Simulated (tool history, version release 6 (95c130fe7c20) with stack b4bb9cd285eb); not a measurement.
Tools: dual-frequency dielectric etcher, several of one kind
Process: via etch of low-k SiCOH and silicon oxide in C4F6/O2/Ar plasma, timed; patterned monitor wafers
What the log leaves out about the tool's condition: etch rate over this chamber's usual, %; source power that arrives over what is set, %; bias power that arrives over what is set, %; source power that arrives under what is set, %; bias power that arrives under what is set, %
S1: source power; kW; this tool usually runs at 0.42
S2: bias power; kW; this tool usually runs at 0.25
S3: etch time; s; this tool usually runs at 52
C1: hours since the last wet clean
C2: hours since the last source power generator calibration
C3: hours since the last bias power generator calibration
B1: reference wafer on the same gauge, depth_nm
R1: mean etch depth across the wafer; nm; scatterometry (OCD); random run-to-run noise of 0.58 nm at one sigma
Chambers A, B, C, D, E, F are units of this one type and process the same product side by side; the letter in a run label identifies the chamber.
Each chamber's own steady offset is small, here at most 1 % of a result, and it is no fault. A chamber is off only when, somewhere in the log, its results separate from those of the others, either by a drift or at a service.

{"run": "1F", "day": 0.354, "S1": 0.42, "S2": 0.25, "S3": 52, "C1": 378.6, "C2": 2034.8, "C3": 3488.8, "B1": 115.1, "R1": 140.67}
{"run": "2A", "day": 0.646, "S1": 0.42, "S2": 0.25, "S3": 52, "C1": 241.8, "C2": 651.2, "C3": 1985, "B1": 115.03, "R1": 140.32}
{"run": "3B", "day": 0.896, "S1": 0.42, "S2": 0.25, "S3": 52, "C1": 125.2, "C2": 2982.5, "C3": 1126.5, "B1": 115, "R1": 137.38}
{"run": "4E", "day": 1.233, "S1": 0.42, "S2": 0.25, "S3": 52, "C1": 93.7, "C2": 2414.4, "C3": 2292.9, "B1": 114.88, "R1": 139.67}
{"day": 1.275, "done": "chamber F: wet clean of the chamber"}
{"run": "5D", "day": 1.717, "S1": 0.33, "S2": 0.25, "S3": 59.5, "C1": 195.1, "C2": 3813.4, "C3": 1148.2, "B1": 115.09, "R1": 144.94}
{"run": "6C", "day": 2.233, "S1": 0.33, "S2": 0.25, "S3": 59.5, "C1": 589.3, "C2": 1685.7, "C3": 613.5, "B1": 114.98, "R1": 144.37}
{"run": "7A", "day": 2.658, "S1": 0.33, "S2": 0.25, "S3": 59.5, "C1": 290.1, "C2": 699.5, "C3": 2033.3, "B1": 115.08, "R1": 146.83}
{"run": "8F", "day": 3.1, "S1": 0.33, "S2": 0.25, "S3": 59.5, "C1": 43.9, "C2": 2100.7, "C3": 3554.7, "B1": 114.96, "R1": 144.09}
{"run": "9E", "day": 3.554, "S1": 0.33, "S2": 0.25, "S3": 59.5, "C1": 149.4, "C2": 2470.1, "C3": 2348.6, "B1": 114.92, "R1": 145}
{"day": 3.617, "done": "chamber C: wet clean of the chamber"}
{"run": "10D", "day": 3.8, "S1": 0.33, "S2": 0.25, "S3": 59.5, "C1": 245.1, "C2": 3863.4, "C3": 1198.2, "B1": 114.96, "R1": 146.07}
{"run": "11C", "day": 4.071, "S1": 0.42, "S2": 0.25, "S3": 41, "C1": 11, "C2": 1729.8, "C3": 657.6, "B1": 115.05, "R1": 109.37}
{"run": "12B", "day": 4.325, "S1": 0.42, "S2": 0.25, "S3": 41, "C1": 207.5, "C2": 3064.8, "C3": 1208.8, "B1": 115.03, "R1": 109.24}
{"run": "13D", "day": 4.838, "S1": 0.42, "S2": 0.25, "S3": 41, "C1": 270, "C2": 3888.3, "C3": 1223.1, "B1": 115, "R1": 111.02}
{"day": 5.146, "done": "chamber A: wet clean of the chamber"}
{"run": "14C", "day": 5.342, "S1": 0.42, "S2": 0.25, "S3": 41, "C1": 41.5, "C2": 1760.3, "C3": 688.1, "B1": 114.96, "R1": 109.44}
{"run": "15B", "day": 5.671, "S1": 0.42, "S2": 0.25, "S3": 41, "C1": 239.8, "C2": 3097.1, "C3": 1241.1, "B1": 114.97, "R1": 108.7}
{"run": "16A", "day": 5.958, "S1": 0.42, "S2": 0.25, "S3": 41, "C1": 19.5, "C2": 778.7, "C3": 2112.5, "B1": 115.07, "R1": 110.9}
{"run": "17E", "day": 6.25, "S1": 0.42, "S2": 0.25, "S3": 52, "C1": 214.1, "C2": 2534.8, "C3": 2413.3, "B1": 115.08, "R1": 138.72}
{"run": "18F", "day": 6.554, "S1": 0.42, "S2": 0.25, "S3": 52, "C1": 126.8, "C2": 2183.6, "C3": 3637.6, "B1": 114.97, "R1": 139.54}
{"day": 6.633, "done": "chamber D: wet clean of the chamber"}
{"run": "19D", "day": 6.871, "S1": 0.42, "S2": 0.25, "S3": 52, "C1": 5.7, "C2": 3937.1, "C3": 1271.9, "B1": 115.04, "R1": 144.1}
{"run": "20A", "day": 7.154, "S1": 0.42, "S2": 0.25, "S3": 52, "C1": 48.2, "C2": 807.4, "C3": 2141.2, "B1": 115.04, "R1": 140.69}
{"run": "21C", "day": 7.667, "S1": 0.42, "S2": 0.25, "S3": 52, "C1": 97.3, "C2": 1816.1, "C3": 743.9, "B1": 114.97, "R1": 139.77}
{"run": "22E", "day": 7.95, "S1": 0.42, "S2": 0.25, "S3": 52, "C1": 254.9, "C2": 2575.6, "C3": 2454.1, "B1": 114.97, "R1": 138.73}
{"run": "23B", "day": 8.329, "S1": 0.42, "S2": 0.25, "S3": 52, "C1": 303.6, "C2": 3160.9, "C3": 1304.9, "B1": 114.95, "R1": 138.02}
{"run": "24F", "day": 8.833, "S1": 0.42, "S2": 0.25, "S3": 52, "C1": 181.5, "C2": 2238.3, "C3": 3692.3, "B1": 115.12, "R1": 138.65}
{"run": "25B", "day": 9.1, "S1": 0.42, "S2": 0.25, "S3": 52, "C1": 322.1, "C2": 3179.4, "C3": 1323.4, "B1": 115.05, "R1": 138.58}
{"run": "26F", "day": 9.504, "S1": 0.38, "S2": 0.25, "S3": 46.5, "C1": 197.6, "C2": 2254.4, "C3": 3708.4, "B1": 115, "R1": 120.89}
{"run": "27A", "day": 9.725, "S1": 0.38, "S2": 0.25, "S3": 46.5, "C1": 109.9, "C2": 869.1, "C3": 2202.9, "B1": 114.99, "R1": 120.96}
{"run": "28E", "day": 10.075, "S1": 0.38, "S2": 0.25, "S3": 46.5, "C1": 305.9, "C2": 2626.6, "C3": 2505.1, "B1": 115.03, "R1": 120.59}
{"run": "29D", "day": 10.35, "S1": 0.38, "S2": 0.25, "S3": 46.5, "C1": 89.2, "C2": 4020.6, "C3": 1355.4, "B1": 115.06, "R1": 123.26}
{"run": "30C", "day": 10.817, "S1": 0.38, "S2": 0.25, "S3": 46.5, "C1": 172.9, "C2": 1891.7, "C3": 819.5, "B1": 115.01, "R1": 119.74}
{"run": "31B", "day": 11.308, "S1": 0.38, "S2": 0.25, "S3": 46.5, "C1": 375.1, "C2": 3232.4, "C3": 1376.4, "B1": 114.91, "R1": 118.53}
{"run": "32F", "day": 11.754, "S1": 0.42, "S2": 0.25, "S3": 52, "C1": 251.6, "C2": 2308.4, "C3": 3762.4, "B1": 115.05, "R1": 139.47}
{"run": "33D", "day": 12.096, "S1": 0.42, "S2": 0.25, "S3": 52, "C1": 131.1, "C2": 4062.5, "C3": 1397.3, "B1": 115.13, "R1": 143.44}
{"run": "34E", "day": 12.6, "S1": 0.42, "S2": 0.25, "S3": 52, "C1": 366.5, "C2": 2687.2, "C3": 2565.7, "B1": 114.97, "R1": 139.25}
{"run": "35A", "day": 12.842, "S1": 0.42, "S2": 0.25, "S3": 52, "C1": 184.7, "C2": 943.9, "C3": 2277.7, "B1": 115.01, "R1": 139.91}
{"run": "36C", "day": 13.317, "S1": 0.42, "S2": 0.25, "S3": 52, "C1": 232.9, "C2": 1951.7, "C3": 879.5, "B1": 115.08, "R1": 137.64}
{"day": 13.538, "done": "chamber B: wet clean of the chamber"}
{"run": "37A", "day": 13.633, "S1": 0.42, "S2": 0.25, "S3": 52, "C1": 203.7, "C2": 962.9, "C3": 2296.7, "B1": 114.95, "R1": 140.21}
{"run": "38B", "day": 14.05, "S1": 0.42, "S2": 0.25, "S3": 52, "C1": 12.4, "C2": 3298.2, "C3": 1442.2, "B1": 115.01, "R1": 139.24}
{"run": "39F", "day": 14.421, "S1": 0.42, "S2": 0.25, "S3": 52, "C1": 315.6, "C2": 2372.4, "C3": 3826.4, "B1": 115.05, "R1": 140.86}
{"run": "40D", "day": 14.729, "S1": 0.42, "S2": 0.25, "S3": 52, "C1": 194.3, "C2": 4125.7, "C3": 1460.5, "B1": 115.03, "R1": 142.48}
{"run": "41C", "day": 15.138, "S1": 0.42, "S2": 0.298, "S3": 65, "C1": 276.6, "C2": 1995.4, "C3": 923.2, "B1": 115.18, "R1": 183.94}

Next, every chamber runs the same settings. What will each give?
{"run": "42A", "day": 15.508, "S1": 0.42, "S2": 0.25, "S3": 52, "R1": "?"}
{"run": "42B", "day": 15.508, "S1": 0.42, "S2": 0.25, "S3": 52, "R1": "?"}
{"run": "42C", "day": 15.508, "S1": 0.42, "S2": 0.25, "S3": 52, "R1": "?"}
{"run": "42D", "day": 15.508, "S1": 0.42, "S2": 0.25, "S3": 52, "R1": "?"}
{"run": "42E", "day": 15.508, "S1": 0.42, "S2": 0.25, "S3": 52, "R1": "?"}
{"run": "42F", "day": 15.508, "S1": 0.42, "S2": 0.25, "S3": 52, "R1": "?"}

run=42A R1=140.17
run=42B R1=137.36
run=42C R1=139.2
run=42D R1=143.54
run=42E R1=138.91
run=42F R1=139.41
